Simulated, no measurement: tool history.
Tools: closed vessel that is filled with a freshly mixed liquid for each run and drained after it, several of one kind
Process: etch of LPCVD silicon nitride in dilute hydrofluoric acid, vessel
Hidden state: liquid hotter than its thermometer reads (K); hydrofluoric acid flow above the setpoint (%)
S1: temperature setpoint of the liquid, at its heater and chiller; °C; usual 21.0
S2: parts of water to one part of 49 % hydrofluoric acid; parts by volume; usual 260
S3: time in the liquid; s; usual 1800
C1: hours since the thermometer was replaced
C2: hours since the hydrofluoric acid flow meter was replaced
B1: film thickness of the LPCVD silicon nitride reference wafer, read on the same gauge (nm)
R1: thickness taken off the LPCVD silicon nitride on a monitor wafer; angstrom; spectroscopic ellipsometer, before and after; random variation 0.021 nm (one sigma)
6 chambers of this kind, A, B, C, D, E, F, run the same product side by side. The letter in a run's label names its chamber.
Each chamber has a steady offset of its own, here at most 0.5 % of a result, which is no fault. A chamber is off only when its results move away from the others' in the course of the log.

run 1D hour=4.2 | S1=21.0 S2=260 S3=1800 | C1=1670.8 C2=1380.4 | B1=99.970 | R1=24.212
run 2F hour=7.6 | S1=21.0 S2=260 S3=1800 | C1=514.6 C2=977.1 | B1=100.000 | R1=24.272
run 3B hour=10.1 | S1=21.0 S2=260 S3=1800 | C1=2049.9 C2=399.2 | B1=100.010 | R1=24.223
run 4A hour=13.5 | S1=21.0 S2=260 S3=1800 | C1=252.3 C2=265.4 | B1=100.000 | R1=24.641
run 5E hour=18.3 | S1=21.0 S2=260 S3=1800 | C1=107.8 C2=174.8 | B1=100.000 | R1=24.190
-- hour=18.4 chamber D: thermometer replaced
run 6C hour=22.4 | S1=21.0 S2=260 S3=1800 | C1=706.9 C2=290.3 | B1=99.976 | R1=24.265
run 7C hour=26.0 | S1=21.0 S2=260 S3=1800 | C1=710.5 C2=293.9 | B1=99.992 | R1=23.878
run 8A hour=31.1 | S1=21.0 S2=260 S3=1800 | C1=269.9 C2=283.0 | B1=100.040 | R1=24.331
run 9F hour=36.1 | S1=21.0 S2=260 S3=1800 | C1=543.1 C2=1005.6 | B1=100.000 | R1=24.515
run 10B hour=41.1 | S1=21.0 S2=260 S3=1800 | C1=2080.9 C2=430.2 | B1=100.020 | R1=24.411
run 11E hour=44.2 | S1=21.0 S2=160 S3=1215 | C1=133.7 C2=200.7 | B1=100.000 | R1=25.912
run 12D hour=46.5 | S1=21.0 S2=160 S3=1215 | C1=28.1 C2=1422.7 | B1=99.996 | R1=26.127
run 13B hour=50.4 | S1=21.0 S2=160 S3=1215 | C1=2090.2 C2=439.5 | B1=100.000 | R1=26.156
run 14F hour=53.0 | S1=21.0 S2=160 S3=1215 | C1=560.0 C2=1022.5 | B1=100.000 | R1=25.969
run 15C hour=57.5 | S1=21.0 S2=160 S3=1215 | C1=742.0 C2=325.4 | B1=100.010 | R1=26.179
run 16A hour=61.1 | S1=21.0 S2=160 S3=1215 | C1=299.9 C2=313.0 | B1=99.999 | R1=25.970
run 17E hour=66.0 | S1=17.5 S2=260 S3=2545 | C1=155.5 C2=222.5 | B1=99.976 | R1=27.719
run 18D hour=70.1 | S1=17.5 S2=260 S3=2545 | C1=51.7 C2=1446.3 | B1=99.987 | R1=26.984
run 19F hour=75.1 | S1=17.5 S2=260 S3=2545 | C1=582.1 C2=1044.6 | B1=100.020 | R1=27.786
run 20E hour=77.7 | S1=17.5 S2=260 S3=2545 | C1=167.2 C2=234.2 | B1=99.997 | R1=27.931
run 21A hour=81.2 | S1=17.5 S2=260 S3=2545 | C1=320.0 C2=333.1 | B1=100.030 | R1=27.033
-- hour=83.8 chamber D: hydrofluoric acid flow meter replaced
run 22D hour=84.3 | S1=17.5 S2=260 S3=2545 | C1=65.9 C2=0.5 | B1=99.978 | R1=27.268
run 23C hour=88.7 | S1=21.0 S2=260 S3=1800 | C1=773.2 C2=356.6 | B1=100.000 | R1=24.439
run 24B hour=91.8 | S1=21.0 S2=260 S3=1800 | C1=2131.6 C2=480.9 | B1=100.010 | R1=24.470
run 25A hour=94.6 | S1=21.0 S2=350 S3=2695 | C1=333.4 C2=346.5 | B1=99.997 | R1=26.906
run 26D hour=97.4 | S1=21.0 S2=350 S3=2695 | C1=79.0 C2=13.6 | B1=100.020 | R1=26.687
run 27B hour=102.4 | S1=21.0 S2=350 S3=2695 | C1=2142.2 C2=491.5 | B1=100.020 | R1=27.838
run 28C hour=105.2 | S1=21.0 S2=350 S3=2695 | C1=789.7 C2=373.1 | B1=100.010 | R1=27.299
run 29E hour=107.7 | S1=21.0 S2=350 S3=2695 | C1=197.2 C2=264.2 | B1=100.050 | R1=27.910
run 30F hour=110.4 | S1=21.0 S2=350 S3=2695 | C1=617.4 C2=1079.9 | B1=99.988 | R1=26.876
run 31F hour=114.7 | S1=21.0 S2=260 S3=1800 | C1=621.7 C2=1084.2 | B1=100.030 | R1=23.997
run 32D hour=117.6 | S1=23.0 S2=140 S3=1800 | C1=99.2 C2=33.8 | B1=100.010 | R1=50.457
run 33C hour=122.6 | S1=23.0 S2=140 S3=1800 | C1=807.1 C2=390.5 | B1=99.941 | R1=49.306
run 34A hour=125.0 | S1=23.0 S2=140 S3=1800 | C1=363.8 C2=376.9 | B1=99.984 | R1=50.991
run 35E hour=128.7 | S1=23.0 S2=140 S3=1800 | C1=218.2 C2=285.2 | B1=100.000 | R1=53.897
run 36B hour=132.1 | S1=23.0 S2=140 S3=1800 | C1=2171.9 C2=521.2 | B1=99.982 | R1=49.270
run 37B hour=136.8 | S1=23.0 S2=140 S3=1800 | C1=2176.6 C2=525.9 | B1=99.972 | R1=49.652
run 38E hour=140.4 | S1=21.0 S2=260 S3=1800 | C1=229.9 C2=296.9 | B1=99.978 | R1=26.007
run 39D hour=144.4 | S1=21.0 S2=260 S3=1800 | C1=126.0 C2=60.6 | B1=100.030 | R1=24.167
run 40F hour=148.6 | S1=21.0 S2=260 S3=1800 | C1=655.6 C2=1118.1 | B1=100.000 | R1=24.023
run 41A hour=154.0 | S1=21.0 S2=260 S3=1800 | C1=392.8 C2=405.9 | B1=99.997 | R1=24.135
run 42C hour=157.1 | S1=21.0 S2=260 S3=1800 | C1=841.6 C2=425.0 | B1=99.987 | R1=24.264

What goes on in this fleet: one chamber off, a drifting gauge, or nothing beyond the chambers' own small offsets? Name the chamber and the cause, if any.

Chamber E drifts away from the others.
Cause: hydrofluoric acid flow above the setpoint (%) = 8.25.
The log may not tell that from: liquid hotter than its thermometer reads (K).

Here are 4 candidates for chamber E's next run, each the usual settings with a change, their results left as question marks. Which one brings its results back in line with what the others give on the usual settings?
In line means no further than this from the other chambers' mean on the usual settings: R1 0.750 angstrom
run 43E-1 hour=161.0 | S1=21.0 S2=250 S3=1890 | R1=?
run 43E-2 hour=161.0 | S1=21.0 S2=265 S3=1800 | R1=?
run 43E-3 hour=161.0 | S1=21.0 S2=255 S3=1800 | R1=?
run 43E-4 hour=161.0 | S1=21.0 S2=260 S3=1660 | R1=?

The other chambers' mean on the usual settings: R1 24.134 angstrom
run=43E-1 R1=28.402
run=43E-2 R1=25.551
run=43E-3 R1=26.530
run=43E-4 R1=24.007
43E-4 brings the chamber back in line.
